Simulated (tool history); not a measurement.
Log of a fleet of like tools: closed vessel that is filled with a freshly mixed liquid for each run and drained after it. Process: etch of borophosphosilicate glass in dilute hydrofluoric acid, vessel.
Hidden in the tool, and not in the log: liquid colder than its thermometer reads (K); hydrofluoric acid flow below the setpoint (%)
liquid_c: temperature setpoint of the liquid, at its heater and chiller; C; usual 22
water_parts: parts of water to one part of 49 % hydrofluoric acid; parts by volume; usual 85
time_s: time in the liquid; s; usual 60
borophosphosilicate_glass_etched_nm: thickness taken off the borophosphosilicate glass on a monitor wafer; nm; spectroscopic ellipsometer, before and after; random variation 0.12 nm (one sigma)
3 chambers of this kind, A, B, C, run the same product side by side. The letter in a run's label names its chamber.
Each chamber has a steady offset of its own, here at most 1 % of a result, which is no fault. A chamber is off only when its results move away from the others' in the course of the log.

| run | hour | liquid_c | water_parts | time_s | hours since the thermometer was replaced | hours since the hydrofluoric acid flow meter was replaced | read-back film thickness of the borophosphosilicate glass reference wafer, read on the same gauge (nm) | borophosphosilicate_glass_etched_nm |
|---|---|---|---|---|---|---|---|---|
| 1A | 4.7 | 22 | 85 | 60 | 1573 | 151.2 | 49.998 | 23.493 |
| 2B | 13.2 | 22 | 85 | 60 | 950.4 | 760 | 50.009 | 23.669 |
| 3C | 20.7 | 22 | 85 | 60 | 391.5 | 870.5 | 50.011 | 23.507 |
| 4B | 28 | 22 | 85 | 60 | 965.2 | 774.8 | 50.001 | 23.639 |
| 5A | 32.4 | 22 | 85 | 60 | 1600.7 | 178.9 | 49.993 | 23.583 |
| 6C | 39.8 | 22 | 85 | 60 | 410.6 | 889.6 | 50.017 | 23.595 |
| 7B | 49.2 | 22 | 85 | 60 | 986.4 | 796 | 50.012 | 23.749 |
| 8C | 58.1 | 22 | 85 | 60 | 428.9 | 907.9 | 50.004 | 23.199 |
| 9A | 65 | 22 | 85 | 60 | 1633.3 | 211.5 | 49.997 | 23.626 |
| 10C | 73.2 | 22 | 85 | 60 | 444 | 923 | 50.013 | 23.142 |
| 11A | 83.2 | 19.5 | 65 | 60 | 1651.5 | 229.7 | 49.982 | 28.237 |
| 12B | 88.5 | 19.5 | 65 | 60 | 1025.7 | 835.3 | 49.99 | 28.645 |
| 13A | 94.2 | 19.5 | 65 | 60 | 1662.5 | 240.7 | 50.012 | 28.309 |
| 14C | 101.4 | 22 | 85 | 60 | 472.2 | 951.2 | 49.996 | 22.95 |
| 15B | 110.9 | 22 | 85 | 60 | 1048.1 | 857.7 | 49.998 | 23.578 |
| 16C | 117.3 | 22 | 85 | 60 | 488.1 | 967.1 | 50.002 | 23.096 |
| 17B | 123.2 | 23.5 | 105 | 60 | 1060.4 | 870 | 49.988 | 19.823 |
| 18A | 131.9 | 23.5 | 105 | 60 | 1700.2 | 278.4 | 50.002 | 19.966 |
| 19B | 139.8 | 23.5 | 105 | 60 | 1077 | 886.6 | 50.006 | 19.82 |
| 20A | 148.3 | 22 | 85 | 60 | 1716.6 | 294.8 | 50 | 23.736 |
| 21C | 154.4 | 22 | 85 | 60 | 525.2 | 1004.2 | 50.012 | 22.787 |
| 22B | 159.5 | 22 | 85 | 60 | 1096.7 | 906.3 | 49.99 | 23.677 |
| 23C | 165.4 | 22 | 85 | 60 | 536.2 | 1015.2 | 50.004 | 22.728 |
| 24A | 171.5 | 22 | 85 | 60 | 1739.8 | 318 | 50.008 | 23.586 |

What goes on in this fleet: one chamber off, a drifting gauge, or nothing beyond the chambers' own small offsets? Name the chamber and the cause, if any.

Chamber C drifts away from the others.
Cause: liquid colder than its thermometer reads (K) = 1.06.
The log may not tell that from: hydrofluoric acid flow below the setpoint (%).

Here are 4 candidates for chamber C's next run, each the usual settings with a change, their results left as question marks. Which one brings its results back in line with what the others give on the usual settings?
In line means no further than this from the other chambers' mean on the usual settings: borophosphosilicate_glass_etched_nm 0.43 nm
| 25C-1 | 178.6 | 21 | 85 | 60 |  |  |  | ? |
| 25C-2 | 178.6 | 22 | 85 | 65 |  |  |  | ? |
| 25C-3 | 178.6 | 23 | 85 | 60 |  |  |  | ? |
| 25C-4 | 178.6 | 22 | 85 | 55 |  |  |  | ? |

The other chambers' mean on the usual settings: borophosphosilicate_glass_etched_nm 23.648 nm
| run | borophosphosilicate_glass_etched_nm |
|---|---|
| 25C-1 | 21.676 |
| 25C-2 | 24.463 |
| 25C-3 | 23.506 |
| 25C-4 | 20.699 |
25C-3 brings the chamber back in line.
